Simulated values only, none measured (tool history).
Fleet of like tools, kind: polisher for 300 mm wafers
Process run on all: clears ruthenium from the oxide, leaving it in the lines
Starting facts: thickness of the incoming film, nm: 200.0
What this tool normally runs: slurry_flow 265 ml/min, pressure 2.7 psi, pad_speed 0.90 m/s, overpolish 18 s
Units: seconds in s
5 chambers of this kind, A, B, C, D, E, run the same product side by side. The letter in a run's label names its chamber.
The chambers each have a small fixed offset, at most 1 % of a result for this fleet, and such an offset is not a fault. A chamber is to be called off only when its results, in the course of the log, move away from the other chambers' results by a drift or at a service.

run	hour	slurry_flow	pressure	pad_speed	overpolish	seconds
1E	4.5	265	2.7	0.90	18	146.01
2B	8.2	265	2.7	0.90	18	151.33
3A	11.7	265	2.7	0.90	18	147.87
4D	16.0	265	2.7	0.90	18	146.12
5C	20.3	265	2.7	0.90	18	146.13
6B	22.4	265	3.5	0.90	18	112.40
# hour 24.8: chamber B: slurry nozzle cleaned
7D	26.8	265	3.5	0.90	18	112.77
8E	29.0	265	3.5	0.90	18	111.97
9A	32.1	265	3.5	0.90	18	115.84
10C	34.8	265	3.5	0.90	18	112.15
# hour 36.8: chamber A: worn pad replaced by a new one
11A	37.0	265	2.7	0.90	18	149.51
12B	41.2	265	2.7	0.90	18	146.01
13E	43.9	265	2.7	0.90	18	146.08
14D	47.1	265	2.7	0.90	18	147.91
15C	50.0	265	2.7	0.90	18	145.26
16E	52.9	265	2.7	0.90	18	148.04
17D	55.6	265	2.2	0.90	18	182.50
18A	59.4	265	2.2	0.90	18	177.62
19B	63.2	265	2.2	0.90	18	184.76
20C	65.5	265	2.2	0.90	18	180.20
21C	69.9	265	2.2	0.90	18	177.42
22E	74.2	265	2.7	0.90	18	146.37
23A	78.2	310	2.7	0.90	10	144.86
24B	80.7	310	2.7	0.90	10	143.81
25D	85.0	310	2.7	0.90	10	146.06
# hour 85.3: chamber C: worn pad replaced by a new one
26A	88.1	310	2.7	0.90	10	146.66
27E	90.1	310	2.7	0.90	10	145.57
28B	94.4	265	2.7	0.90	18	143.00
29D	97.9	265	3.5	0.60	18	173.53
30C	100.7	265	3.5	0.60	18	169.19
31B	103.4	265	3.5	0.60	18	167.28
# hour 103.5: chamber D: head pressure recalibrated
32C	105.9	265	3.5	0.60	18	167.79
33A	108.0	265	3.5	0.60	18	169.29
34D	110.4	265	2.7	1.14	18	117.64

Decide between three cases: one chamber stands off from its peers, the gauge reading all wafers drifts, or nothing is wrong past each chamber's small offset. Where a chamber is off, say which and what most likely put it there.

All chambers stay in line apart from their small fixed offsets, and the gauge does not drift.
